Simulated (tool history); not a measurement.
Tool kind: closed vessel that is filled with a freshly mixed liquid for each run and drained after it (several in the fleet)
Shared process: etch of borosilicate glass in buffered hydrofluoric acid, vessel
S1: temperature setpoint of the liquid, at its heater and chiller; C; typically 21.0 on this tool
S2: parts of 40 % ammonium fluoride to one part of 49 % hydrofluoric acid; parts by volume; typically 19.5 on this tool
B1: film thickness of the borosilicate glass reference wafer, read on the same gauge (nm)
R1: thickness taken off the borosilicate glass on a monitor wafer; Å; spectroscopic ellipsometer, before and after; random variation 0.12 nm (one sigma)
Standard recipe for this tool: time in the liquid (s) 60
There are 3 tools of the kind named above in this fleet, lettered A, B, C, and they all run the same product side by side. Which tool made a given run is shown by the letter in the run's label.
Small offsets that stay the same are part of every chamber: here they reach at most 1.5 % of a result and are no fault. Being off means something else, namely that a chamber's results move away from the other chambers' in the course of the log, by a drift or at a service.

{"run": "1A", "hour": 7.7, "S1": 21.0, "S2": 19.5, "time in the liquid (s)": 60, "B1": 50.006, "R1": 330.18}
{"run": "2C", "hour": 13.7, "S1": 21.0, "S2": 19.5, "time in the liquid (s)": 60, "B1": 49.994, "R1": 325.82}
{"run": "3B", "hour": 21.1, "S1": 21.0, "S2": 19.5, "time in the liquid (s)": 60, "B1": 49.979, "R1": 332.18}
{"run": "4C", "hour": 27.0, "S1": 21.0, "S2": 19.5, "time in the liquid (s)": 60, "B1": 50.006, "R1": 326.4}
{"run": "5A", "hour": 35.5, "S1": 18.0, "S2": 19.5, "time in the liquid (s)": 60, "B1": 50.0, "R1": 280.31}
{"run": "6B", "hour": 44.2, "S1": 18.0, "S2": 19.5, "time in the liquid (s)": 60, "B1": 50.014, "R1": 281.89}
{"run": "7B", "hour": 48.9, "S1": 18.0, "S2": 19.5, "time in the liquid (s)": 60, "B1": 50.009, "R1": 281.99}
{"run": "8C", "hour": 58.6, "S1": 21.0, "S2": 19.5, "time in the liquid (s)": 60, "B1": 49.992, "R1": 324.16}
{"run": "9A", "hour": 65.2, "S1": 21.0, "S2": 19.5, "time in the liquid (s)": 60, "B1": 50.026, "R1": 327.27}
{"run": "10B", "hour": 73.8, "S1": 21.0, "S2": 19.5, "time in the liquid (s)": 60, "B1": 49.999, "R1": 331.84}
{"run": "11C", "hour": 78.3, "S1": 21.0, "S2": 19.5, "time in the liquid (s)": 85, "B1": 50.011, "R1": 461.87}
{"run": "12A", "hour": 85.1, "S1": 21.0, "S2": 19.5, "time in the liquid (s)": 85, "B1": 50.007, "R1": 466.47}
{"run": "13C", "hour": 94.0, "S1": 21.0, "S2": 19.5, "time in the liquid (s)": 85, "B1": 49.984, "R1": 463.91}
{"run": "14B", "hour": 101.9, "S1": 21.0, "S2": 19.5, "time in the liquid (s)": 60, "B1": 49.993, "R1": 332.18}
{"run": "15A", "hour": 106.2, "S1": 21.0, "S2": 19.5, "time in the liquid (s)": 45, "B1": 49.974, "R1": 248.17}
{"run": "16B", "hour": 113.0, "S1": 21.0, "S2": 19.5, "time in the liquid (s)": 45, "B1": 49.992, "R1": 248.87}
{"run": "17C", "hour": 117.5, "S1": 21.0, "S2": 19.5, "time in the liquid (s)": 45, "B1": 50.002, "R1": 244.7}
{"run": "18A", "hour": 125.6, "S1": 21.0, "S2": 19.5, "time in the liquid (s)": 60, "B1": 50.033, "R1": 330.21}
{"run": "19B", "hour": 132.4, "S1": 21.0, "S2": 19.5, "time in the liquid (s)": 60, "B1": 49.991, "R1": 333.05}
{"run": "20A", "hour": 137.9, "S1": 21.0, "S2": 19.5, "time in the liquid (s)": 60, "B1": 50.018, "R1": 329.29}
{"run": "21C", "hour": 144.3, "S1": 23.5, "S2": 22.5, "time in the liquid (s)": 60, "B1": 50.0, "R1": 333.29}

All chambers now run identical settings, listed one chamber a line with results as question marks. What results will each chamber show?
{"run": "22A", "hour": 151.2, "S1": 21.0, "S2": 19.5, "time in the liquid (s)": 60, "R1": "?"}
{"run": "22B", "hour": 151.2, "S1": 21.0, "S2": 19.5, "time in the liquid (s)": 60, "R1": "?"}
{"run": "22C", "hour": 151.2, "S1": 21.0, "S2": 19.5, "time in the liquid (s)": 60, "R1": "?"}

run=22A R1=327.41
run=22B R1=331.59
run=22C R1=325.56
